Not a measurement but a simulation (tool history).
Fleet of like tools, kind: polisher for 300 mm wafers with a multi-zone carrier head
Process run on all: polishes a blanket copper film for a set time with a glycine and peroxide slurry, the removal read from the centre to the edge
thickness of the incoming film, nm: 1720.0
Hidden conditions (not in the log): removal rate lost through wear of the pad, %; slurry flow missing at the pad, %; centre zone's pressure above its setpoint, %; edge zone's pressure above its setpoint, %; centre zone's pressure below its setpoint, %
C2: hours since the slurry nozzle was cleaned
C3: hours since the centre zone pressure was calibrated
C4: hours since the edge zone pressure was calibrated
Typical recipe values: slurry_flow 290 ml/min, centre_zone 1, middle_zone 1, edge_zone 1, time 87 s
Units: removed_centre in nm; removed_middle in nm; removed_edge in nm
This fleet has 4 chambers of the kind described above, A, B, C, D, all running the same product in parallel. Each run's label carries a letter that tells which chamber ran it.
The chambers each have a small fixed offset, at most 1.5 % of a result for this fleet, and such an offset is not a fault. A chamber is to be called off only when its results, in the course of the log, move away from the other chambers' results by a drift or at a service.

Run 1D, hour 9: usual settings; wafers polished on this pad 556; C2 374.8; C3 940.1; C4 24.9. Result: removed_centre 441.38 nm, removed_middle 435.64 nm, removed_edge 437.88 nm.
At hour 13.9: chamber A: edge zone pressure recalibrated.
Run 2C, hour 18.4: usual settings; wafers polished on this pad 1004; C2 338.6; C3 817.4; C4 861.8. Result: removed_centre 442.41 nm, removed_middle 434.12 nm, removed_edge 442.42 nm.
At hour 20.5: chamber B: worn pad replaced by a new one.
Run 3A, hour 31.7: usual settings; wafers polished on this pad 568; C2 119.6; C3 329.7; C4 17.8. Result: removed_centre 439 nm, removed_middle 443.03 nm, removed_edge 440.11 nm.
At hour 35.1: chamber C: worn pad replaced by a new one.
Run 4B, hour 41.4: usual settings; wafers polished on this pad 296; C2 356; C3 866.7; C4 67.1. Result: removed_centre 444.91 nm, removed_middle 433.95 nm, removed_edge 444.71 nm.
At hour 46.4: chamber D: worn pad replaced by a new one.
Run 5A, hour 55: usual settings; wafers polished on this pad 898; C2 142.9; C3 353; C4 41.1. Result: removed_centre 443.41 nm, removed_middle 443.96 nm, removed_edge 437.56 nm.
Run 6D, hour 67.9: usual settings; wafers polished on this pad 305; C2 433.7; C3 999; C4 83.8. Result: removed_centre 442.96 nm, removed_middle 437.34 nm, removed_edge 428.22 nm.
Run 7C, hour 75.3: usual settings; wafers polished on this pad 569; C2 395.5; C3 874.3; C4 918.7. Result: removed_centre 438.36 nm, removed_middle 435.95 nm, removed_edge 435.34 nm.
Run 8B, hour 88: usual settings; wafers polished on this pad 956; C2 402.6; C3 913.3; C4 113.7. Result: removed_centre 446.68 nm, removed_middle 431.85 nm, removed_edge 437.08 nm.
At hour 90.6: chamber A: worn pad replaced by a new one.
Run 9D, hour 102: usual settings; wafers polished on this pad 788; C2 467.8; C3 1033.1; C4 117.9. Result: removed_centre 443.67 nm, removed_middle 438.22 nm, removed_edge 435.76 nm.
At hour 110.4: chamber C: worn pad replaced by a new one.
At hour 114.6: chamber B: worn pad replaced by a new one.
Run 10A, hour 115.5: usual settings; wafers polished on this pad 353; C2 203.4; C3 413.5; C4 101.6. Result: removed_centre 444.25 nm, removed_middle 442.09 nm, removed_edge 446.58 nm.
Run 11B, hour 123.5: usual settings; wafers polished on this pad 126; C2 438.1; C3 948.8; C4 149.2. Result: removed_centre 442.86 nm, removed_middle 439.94 nm, removed_edge 445.33 nm.
At hour 129.4: chamber D: worn pad replaced by a new one.
Run 12C, hour 137.5: usual settings but time 105 s; wafers polished on this pad 384; C2 457.7; C3 936.5; C4 980.9. Result: removed_centre 531.72 nm, removed_middle 533.04 nm, removed_edge 525.45 nm.
At hour 143.4: chamber C: slurry nozzle cleaned.
Run 13D, hour 146.2: usual settings but time 105 s; wafers polished on this pad 239; C2 512; C3 1077.3; C4 162.1. Result: removed_centre 531.67 nm, removed_middle 536.2 nm, removed_edge 544.62 nm.
Run 14C, hour 152.7: usual settings but time 105 s; wafers polished on this pad 600; C2 9.4; C3 951.7; C4 996.1. Result: removed_centre 528.84 nm, removed_middle 525.11 nm, removed_edge 527.74 nm.
Run 15B, hour 166.8: usual settings but time 105 s; wafers polished on this pad 740; C2 481.4; C3 992.1; C4 192.5. Result: removed_centre 534.29 nm, removed_middle 534.08 nm, removed_edge 533.26 nm.
Run 16A, hour 174.7: usual settings; wafers polished on this pad 1192; C2 262.6; C3 472.7; C4 160.8. Result: removed_centre 446.03 nm, removed_middle 444.58 nm, removed_edge 440.11 nm.
At hour 176.1: chamber A: worn pad replaced by a new one.
Run 17B, hour 182: usual settings; wafers polished on this pad 955; C2 496.6; C3 1007.3; C4 207.7. Result: removed_centre 449.02 nm, removed_middle 439.03 nm, removed_edge 440.34 nm.
At hour 192.9: chamber C: worn pad replaced by a new one.
Run 18D, hour 193: usual settings; wafers polished on this pad 902; C2 558.8; C3 1124.1; C4 208.9. Result: removed_centre 445.01 nm, removed_middle 434.56 nm, removed_edge 434.16 nm.
Run 19A, hour 201.5: usual settings; wafers polished on this pad 359; C2 289.4; C3 499.5; C4 187.6. Result: removed_centre 446.44 nm, removed_middle 439.77 nm, removed_edge 444.83 nm.
At hour 207.2: chamber D: worn pad replaced by a new one.
At hour 207.2: chamber A: centre zone pressure recalibrated.
Run 20C, hour 210.5: usual settings; wafers polished on this pad 250; C2 67.2; C3 1009.5; C4 1053.9. Result: removed_centre 440.79 nm, removed_middle 445.02 nm, removed_edge 442.95 nm.
At hour 220.6: chamber B: worn pad replaced by a new one.
At hour 221.7: chamber D: centre zone pressure recalibrated.
Run 21D, hour 222.3: usual settings; wafers polished on this pad 214; C2 588.1; C3 0.7; C4 238.2. Result: removed_centre 405.91 nm, removed_middle 436.29 nm, removed_edge 443.12 nm.
At hour 227.3: chamber A: slurry nozzle cleaned.
Run 22A, hour 233.1: usual settings; wafers polished on this pad 807; C2 5.9; C3 25.9; C4 219.2. Result: removed_centre 440.17 nm, removed_middle 438.32 nm, removed_edge 436.78 nm.
Run 23B, hour 240.1: usual settings; wafers polished on this pad 276; C2 554.7; C3 1065.4; C4 265.8. Result: removed_centre 449.03 nm, removed_middle 435.36 nm, removed_edge 441.06 nm.
At hour 247.9: chamber D: slurry nozzle cleaned.
Run 24C, hour 253.9: usual settings; wafers polished on this pad 865; C2 110.6; C3 1052.9; C4 1097.3. Result: removed_centre 438.5 nm, removed_middle 441.8 nm, removed_edge 440.8 nm.
At hour 265.1: chamber A: worn pad replaced by a new one.
Run 25B, hour 265.9: usual settings but slurry_flow 330 ml/min, edge_zone 1.1; wafers polished on this pad 641; C2 580.5; C3 1091.2; C4 291.6. Result: removed_centre 448.25 nm, removed_middle 443.83 nm, removed_edge 467.26 nm.
Run 26D, hour 272.5: usual settings but slurry_flow 330 ml/min, edge_zone 1.1; wafers polished on this pad 925; C2 24.6; C3 50.9; C4 288.4. Result: removed_centre 418.81 nm, removed_middle 439.83 nm, removed_edge 465.63 nm.
Run 27A, hour 280.5: usual settings but slurry_flow 330 ml/min, edge_zone 1.1; wafers polished on this pad 219; C2 53.3; C3 73.3; C4 266.6. Result: removed_centre 450.61 nm, removed_middle 440.9 nm, removed_edge 468.85 nm.
At hour 283.6: chamber D: worn pad replaced by a new one.
At hour 285.1: chamber C: worn pad replaced by a new one.
Run 28C, hour 291.3: usual settings but slurry_flow 330 ml/min, edge_zone 1.1; wafers polished on this pad 88; C2 148; C3 1090.3; C4 1134.7. Result: removed_centre 444.94 nm, removed_middle 449.58 nm, removed_edge 462.08 nm.
Run 29D, hour 300.8: usual settings; wafers polished on this pad 244; C2 52.9; C3 79.2; C4 316.7. Result: removed_centre 408.03 nm, removed_middle 438.87 nm, removed_edge 436.95 nm.
Run 30A, hour 310.2: usual settings but slurry_flow 220 ml/min, time 110 s; wafers polished on this pad 639; C2 83; C3 103; C4 296.3. Result: removed_centre 540.01 nm, removed_middle 550.84 nm, removed_edge 556.61 nm.
Run 31B, hour 319.7: usual settings but slurry_flow 220 ml/min, time 110 s; wafers polished on this pad 1403; C2 634.3; C3 1145; C4 345.4. Result: removed_centre 544.87 nm, removed_middle 534.2 nm, removed_edge 551.42 nm.
At hour 323.8: chamber B: slurry nozzle cleaned.
Run 32C, hour 326.9: usual settings but slurry_flow 220 ml/min, time 110 s; wafers polished on this pad 592; C2 183.6; C3 1125.9; C4 1170.3. Result: removed_centre 537.08 nm, removed_middle 530.05 nm, removed_edge 527.97 nm.
At hour 335.3: chamber B: worn pad replaced by a new one.
At hour 337.4: chamber C: edge zone pressure recalibrated.
Run 33A, hour 338.6: usual settings but slurry_flow 220 ml/min, time 110 s; wafers polished on this pad 1042; C2 111.4; C3 131.4; C4 324.7. Result: removed_centre 543.69 nm, removed_middle 534.46 nm, removed_edge 559.1 nm.
Run 34B, hour 348.4: usual settings; wafers polished on this pad 185; C2 24.7; C3 1173.7; C4 374.1. Result: removed_centre 445.95 nm, removed_middle 435.13 nm, removed_edge 446.65 nm.
Run 35C, hour 361: usual settings; wafers polished on this pad 1075; C2 217.7; C3 1160; C4 23.7. Result: removed_centre 435.18 nm, removed_middle 437.6 nm, removed_edge 439.73 nm.
At hour 361.1: chamber C: worn pad replaced by a new one.
At hour 363.4: chamber A: worn pad replaced by a new one.
At hour 366.1: chamber D: edge zone pressure recalibrated.
Run 36D, hour 369: usual settings; wafers polished on this pad 1210; C2 121.1; C3 147.4; C4 3. Result: removed_centre 410.28 nm, removed_middle 436.92 nm, removed_edge 440.88 nm.
At hour 371.2: chamber D: worn pad replaced by a new one.
Run 37A, hour 380.9: usual settings; wafers polished on this pad 249; C2 153.7; C3 173.7; C4 367. Result: removed_centre 442.73 nm, removed_middle 442.76 nm, removed_edge 443.47 nm.
Run 38D, hour 387.3: usual settings; wafers polished on this pad 229; C2 139.4; C3 165.7; C4 21.3. Result: removed_centre 411.18 nm, removed_middle 436.03 nm, removed_edge 436.6 nm.
Run 39C, hour 397.2: usual settings; wafers polished on this pad 511; C2 253.9; C3 1196.2; C4 59.9. Result: removed_centre 443.51 nm, removed_middle 436.77 nm, removed_edge 434.64 nm.
Run 40B, hour 405.5: usual settings; wafers polished on this pad 994; C2 81.8; C3 1230.8; C4 431.2. Result: removed_centre 447.71 nm, removed_middle 438.47 nm, removed_edge 457.37 nm.
Run 41B, hour 411.8: usual settings; wafers polished on this pad 1083; C2 88.1; C3 1237.1; C4 437.5. Result: removed_centre 447.96 nm, removed_middle 435.83 nm, removed_edge 443.67 nm.
Run 42A, hour 423.4: usual settings but centre_zone 1.09; wafers polished on this pad 851; C2 196.2; C3 216.2; C4 409.5. Result: removed_centre 483.95 nm, removed_middle 440.12 nm, removed_edge 433.89 nm.
Run 43C, hour 433.8: usual settings but centre_zone 1.09; wafers polished on this pad 1029; C2 290.5; C3 1232.8; C4 96.5. Result: removed_centre 485.78 nm, removed_middle 436.63 nm, removed_edge 444.34 nm.

Has any chamber moved away from the others, gradually or after a service, or does the common gauge drift, or do the chambers differ only by their own small steady offsets? State the chamber and the most likely cause if one applies.

Chamber D has stood off from the others ever since a service on it.
Most likely cause: centre zone's pressure below its setpoint, % = 6.

Chamber D could run next with any of the 4 candidate recipes listed below; each alters the usual settings, and their results appear as question marks. Which one brings its results back in line with what the other chambers deliver on the usual settings?
In line here means within this much of the mean the other chambers give on the usual settings: removed_centre 14 nm; removed_middle 9.9 nm; removed_edge 20 nm
Run 44D-1, hour 443.9: usual settings but centre_zone 0.98, edge_zone 1.01. Result: removed_centre ?, removed_middle ?, removed_edge ?.
Run 44D-2, hour 443.9: usual settings but slurry_flow 285 ml/min, centre_zone 0.94, middle_zone 1.01, edge_zone 1.02, time 86 s. Result: removed_centre ?, removed_middle ?, removed_edge ?.
Run 44D-3, hour 443.9: usual settings but slurry_flow 295 ml/min, centre_zone 1.06, middle_zone 0.99, edge_zone 0.98, time 88 s. Result: removed_centre ?, removed_middle ?, removed_edge ?.
Run 44D-4, hour 443.9: usual settings but centre_zone 1.02, edge_zone 0.99. Result: removed_centre ?, removed_middle ?, removed_edge ?.

Average result of the remaining chambers running the usual settings: removed_centre 442.95 nm; removed_middle 440.24 nm; removed_edge 441.4 nm
  run  removed_centre  removed_middle  removed_edge
44D-1          399.16          437.68        445.44
44D-2          375.82          435.98        441.99
44D-3          441.49          439.18        444.07
44D-4          417.43           437.6        440.75
Change 44D-3 lands the chamber within the allowed miss of the other chambers.

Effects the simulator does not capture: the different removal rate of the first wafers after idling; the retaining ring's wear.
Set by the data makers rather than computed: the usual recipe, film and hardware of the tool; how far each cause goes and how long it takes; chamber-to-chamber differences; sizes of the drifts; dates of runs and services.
